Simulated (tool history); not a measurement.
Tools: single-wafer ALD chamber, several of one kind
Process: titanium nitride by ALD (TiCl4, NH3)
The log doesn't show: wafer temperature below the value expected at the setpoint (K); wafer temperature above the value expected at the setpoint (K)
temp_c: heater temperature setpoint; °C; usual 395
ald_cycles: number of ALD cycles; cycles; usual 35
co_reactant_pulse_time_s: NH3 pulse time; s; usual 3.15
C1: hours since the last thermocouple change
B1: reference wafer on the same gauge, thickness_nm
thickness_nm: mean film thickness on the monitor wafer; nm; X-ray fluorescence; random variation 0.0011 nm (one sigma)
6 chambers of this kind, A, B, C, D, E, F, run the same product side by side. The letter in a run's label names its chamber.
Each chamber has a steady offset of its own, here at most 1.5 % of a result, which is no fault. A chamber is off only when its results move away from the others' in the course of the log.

{"run": "1E", "hour": 8.8, "temp_c": 395, "ald_cycles": 35, "co_reactant_pulse_time_s": 3.15, "C1": 205.2, "B1": 0.66789, "thickness_nm": 0.78129}
{"run": "2F", "hour": 19.3, "temp_c": 395, "ald_cycles": 35, "co_reactant_pulse_time_s": 3.15, "C1": 699.3, "B1": 0.66802, "thickness_nm": 0.78128}
{"run": "3B", "hour": 28.9, "temp_c": 395, "ald_cycles": 35, "co_reactant_pulse_time_s": 3.15, "C1": 688.9, "B1": 0.66789, "thickness_nm": 0.78342}
{"run": "4D", "hour": 34.9, "temp_c": 395, "ald_cycles": 35, "co_reactant_pulse_time_s": 3.15, "C1": 1255.1, "B1": 0.66771, "thickness_nm": 0.77211}
{"run": "5A", "hour": 46.6, "temp_c": 395, "ald_cycles": 35, "co_reactant_pulse_time_s": 3.15, "C1": 702.8, "B1": 0.66758, "thickness_nm": 0.77356}
{"run": "6C", "hour": 56.9, "temp_c": 395, "ald_cycles": 35, "co_reactant_pulse_time_s": 3.15, "C1": 970.1, "B1": 0.66745, "thickness_nm": 0.7769}
{"run": "7B", "hour": 65.2, "temp_c": 395, "ald_cycles": 35, "co_reactant_pulse_time_s": 3.15, "C1": 725.2, "B1": 0.66705, "thickness_nm": 0.78146}
{"run": "8A", "hour": 74.9, "temp_c": 395, "ald_cycles": 35, "co_reactant_pulse_time_s": 3.15, "C1": 731.1, "B1": 0.66731, "thickness_nm": 0.77117}
{"run": "9D", "hour": 85.9, "temp_c": 395, "ald_cycles": 35, "co_reactant_pulse_time_s": 3.15, "C1": 1306.1, "B1": 0.66738, "thickness_nm": 0.77268}
{"run": "10F", "hour": 93.8, "temp_c": 395, "ald_cycles": 35, "co_reactant_pulse_time_s": 3.15, "C1": 773.8, "B1": 0.66725, "thickness_nm": 0.78046}
{"run": "11E", "hour": 103.0, "temp_c": 395, "ald_cycles": 35, "co_reactant_pulse_time_s": 3.15, "C1": 299.4, "B1": 0.66676, "thickness_nm": 0.77947}
{"run": "12C", "hour": 111.1, "temp_c": 395, "ald_cycles": 35, "co_reactant_pulse_time_s": 2.51, "C1": 1024.3, "B1": 0.66713, "thickness_nm": 0.76925}
{"run": "13C", "hour": 120.3, "temp_c": 395, "ald_cycles": 35, "co_reactant_pulse_time_s": 2.51, "C1": 1033.5, "B1": 0.6671, "thickness_nm": 0.76955}
{"run": "14F", "hour": 127.3, "temp_c": 395, "ald_cycles": 35, "co_reactant_pulse_time_s": 2.51, "C1": 807.3, "B1": 0.66683, "thickness_nm": 0.77556}
{"run": "15D", "hour": 133.4, "temp_c": 395, "ald_cycles": 35, "co_reactant_pulse_time_s": 2.51, "C1": 1353.6, "B1": 0.66651, "thickness_nm": 0.76453}
{"run": "16E", "hour": 145.9, "temp_c": 395, "ald_cycles": 35, "co_reactant_pulse_time_s": 2.51, "C1": 342.3, "B1": 0.66661, "thickness_nm": 0.77338}
{"run": "17B", "hour": 153.5, "temp_c": 395, "ald_cycles": 35, "co_reactant_pulse_time_s": 2.51, "C1": 813.5, "B1": 0.66655, "thickness_nm": 0.7764}
{"run": "18A", "hour": 162.0, "temp_c": 395, "ald_cycles": 35, "co_reactant_pulse_time_s": 3.15, "C1": 818.2, "B1": 0.66665, "thickness_nm": 0.77031}
{"run": "19B", "hour": 174.0, "temp_c": 395, "ald_cycles": 29, "co_reactant_pulse_time_s": 4.32, "C1": 834, "B1": 0.66646, "thickness_nm": 0.65328}
{"run": "20A", "hour": 183.3, "temp_c": 395, "ald_cycles": 29, "co_reactant_pulse_time_s": 4.32, "C1": 839.5, "B1": 0.66642, "thickness_nm": 0.64419}
{"run": "21D", "hour": 193.0, "temp_c": 395, "ald_cycles": 29, "co_reactant_pulse_time_s": 4.32, "C1": 1413.2, "B1": 0.66629, "thickness_nm": 0.64634}
{"run": "22C", "hour": 202.1, "temp_c": 395, "ald_cycles": 29, "co_reactant_pulse_time_s": 4.32, "C1": 1115.3, "B1": 0.66588, "thickness_nm": 0.64844}
{"run": "23F", "hour": 212.9, "temp_c": 395, "ald_cycles": 29, "co_reactant_pulse_time_s": 4.32, "C1": 892.9, "B1": 0.66593, "thickness_nm": 0.6521}
{"run": "24E", "hour": 224.7, "temp_c": 395, "ald_cycles": 29, "co_reactant_pulse_time_s": 4.32, "C1": 421.1, "B1": 0.66603, "thickness_nm": 0.6506}
{"run": "25D", "hour": 236.1, "temp_c": 395, "ald_cycles": 35, "co_reactant_pulse_time_s": 3.15, "C1": 1456.3, "B1": 0.66581, "thickness_nm": 0.77001}
{"run": "26E", "hour": 243.3, "temp_c": 395, "ald_cycles": 35, "co_reactant_pulse_time_s": 3.15, "C1": 439.7, "B1": 0.6659, "thickness_nm": 0.77677}
{"run": "27C", "hour": 252.0, "temp_c": 407, "ald_cycles": 40, "co_reactant_pulse_time_s": 3.15, "C1": 1165.2, "B1": 0.66588, "thickness_nm": 0.8853}
{"run": "28F", "hour": 259.3, "temp_c": 407, "ald_cycles": 40, "co_reactant_pulse_time_s": 3.15, "C1": 939.3, "B1": 0.66551, "thickness_nm": 0.896}
{"run": "29B", "hour": 268.4, "temp_c": 407, "ald_cycles": 40, "co_reactant_pulse_time_s": 3.15, "C1": 928.4, "B1": 0.66544, "thickness_nm": 0.89539}
{"run": "30A", "hour": 277.7, "temp_c": 407, "ald_cycles": 40, "co_reactant_pulse_time_s": 3.15, "C1": 933.9, "B1": 0.66571, "thickness_nm": 0.88405}
{"run": "31D", "hour": 285.8, "temp_c": 407, "ald_cycles": 40, "co_reactant_pulse_time_s": 3.15, "C1": 1506, "B1": 0.6654, "thickness_nm": 0.88255}
{"hour": 287.1, "done": "chamber F: thermocouple changed; heater temperature recalibrated"}
{"run": "32E", "hour": 298.8, "temp_c": 407, "ald_cycles": 40, "co_reactant_pulse_time_s": 3.15, "C1": 495.2, "B1": 0.66517, "thickness_nm": 0.89118}
{"run": "33C", "hour": 311.2, "temp_c": 384, "ald_cycles": 35, "co_reactant_pulse_time_s": 3.15, "C1": 1224.4, "B1": 0.6652, "thickness_nm": 0.76915}
{"run": "34F", "hour": 318.3, "temp_c": 384, "ald_cycles": 35, "co_reactant_pulse_time_s": 3.15, "C1": 31.2, "B1": 0.66528, "thickness_nm": 0.77684}
{"run": "35A", "hour": 328.4, "temp_c": 384, "ald_cycles": 35, "co_reactant_pulse_time_s": 3.15, "C1": 984.6, "B1": 0.6651, "thickness_nm": 0.76378}
{"run": "36B", "hour": 339.1, "temp_c": 384, "ald_cycles": 35, "co_reactant_pulse_time_s": 3.15, "C1": 999.1, "B1": 0.66493, "thickness_nm": 0.774}
{"run": "37E", "hour": 351.1, "temp_c": 384, "ald_cycles": 35, "co_reactant_pulse_time_s": 3.15, "C1": 547.5, "B1": 0.66478, "thickness_nm": 0.77211}
{"run": "38A", "hour": 361.9, "temp_c": 384, "ald_cycles": 35, "co_reactant_pulse_time_s": 3.15, "C1": 1018.1, "B1": 0.66481, "thickness_nm": 0.76339}
{"run": "39F", "hour": 374.6, "temp_c": 395, "ald_cycles": 35, "co_reactant_pulse_time_s": 3.15, "C1": 87.5, "B1": 0.66453, "thickness_nm": 0.77911}
{"run": "40D", "hour": 383.2, "temp_c": 395, "ald_cycles": 35, "co_reactant_pulse_time_s": 3.15, "C1": 1603.4, "B1": 0.66473, "thickness_nm": 0.76966}
{"run": "41C", "hour": 391.6, "temp_c": 395, "ald_cycles": 35, "co_reactant_pulse_time_s": 3.15, "C1": 1304.8, "B1": 0.66466, "thickness_nm": 0.77278}
{"run": "42B", "hour": 402.8, "temp_c": 395, "ald_cycles": 35, "co_reactant_pulse_time_s": 3.15, "C1": 1062.8, "B1": 0.66416, "thickness_nm": 0.77796}
{"run": "43F", "hour": 408.9, "temp_c": 395, "ald_cycles": 35, "co_reactant_pulse_time_s": 3.15, "C1": 121.8, "B1": 0.6642, "thickness_nm": 0.78021}

All 6 chambers run these settings next. Forecast each chamber's results:
{"run": "44A", "hour": 418.2, "temp_c": 395, "ald_cycles": 40, "co_reactant_pulse_time_s": 3.15, "thickness_nm": "?"}
{"run": "44B", "hour": 418.2, "temp_c": 395, "ald_cycles": 40, "co_reactant_pulse_time_s": 3.15, "thickness_nm": "?"}
{"run": "44C", "hour": 418.2, "temp_c": 395, "ald_cycles": 40, "co_reactant_pulse_time_s": 3.15, "thickness_nm": "?"}
{"run": "44D", "hour": 418.2, "temp_c": 395, "ald_cycles": 40, "co_reactant_pulse_time_s": 3.15, "thickness_nm": "?"}
{"run": "44E", "hour": 418.2, "temp_c": 395, "ald_cycles": 40, "co_reactant_pulse_time_s": 3.15, "thickness_nm": "?"}
{"run": "44F", "hour": 418.2, "temp_c": 395, "ald_cycles": 40, "co_reactant_pulse_time_s": 3.15, "thickness_nm": "?"}

run=44A thickness_nm=0.87786
run=44B thickness_nm=0.88668
run=44C thickness_nm=0.882
run=44D thickness_nm=0.87778
run=44E thickness_nm=0.88524
run=44F thickness_nm=0.89241
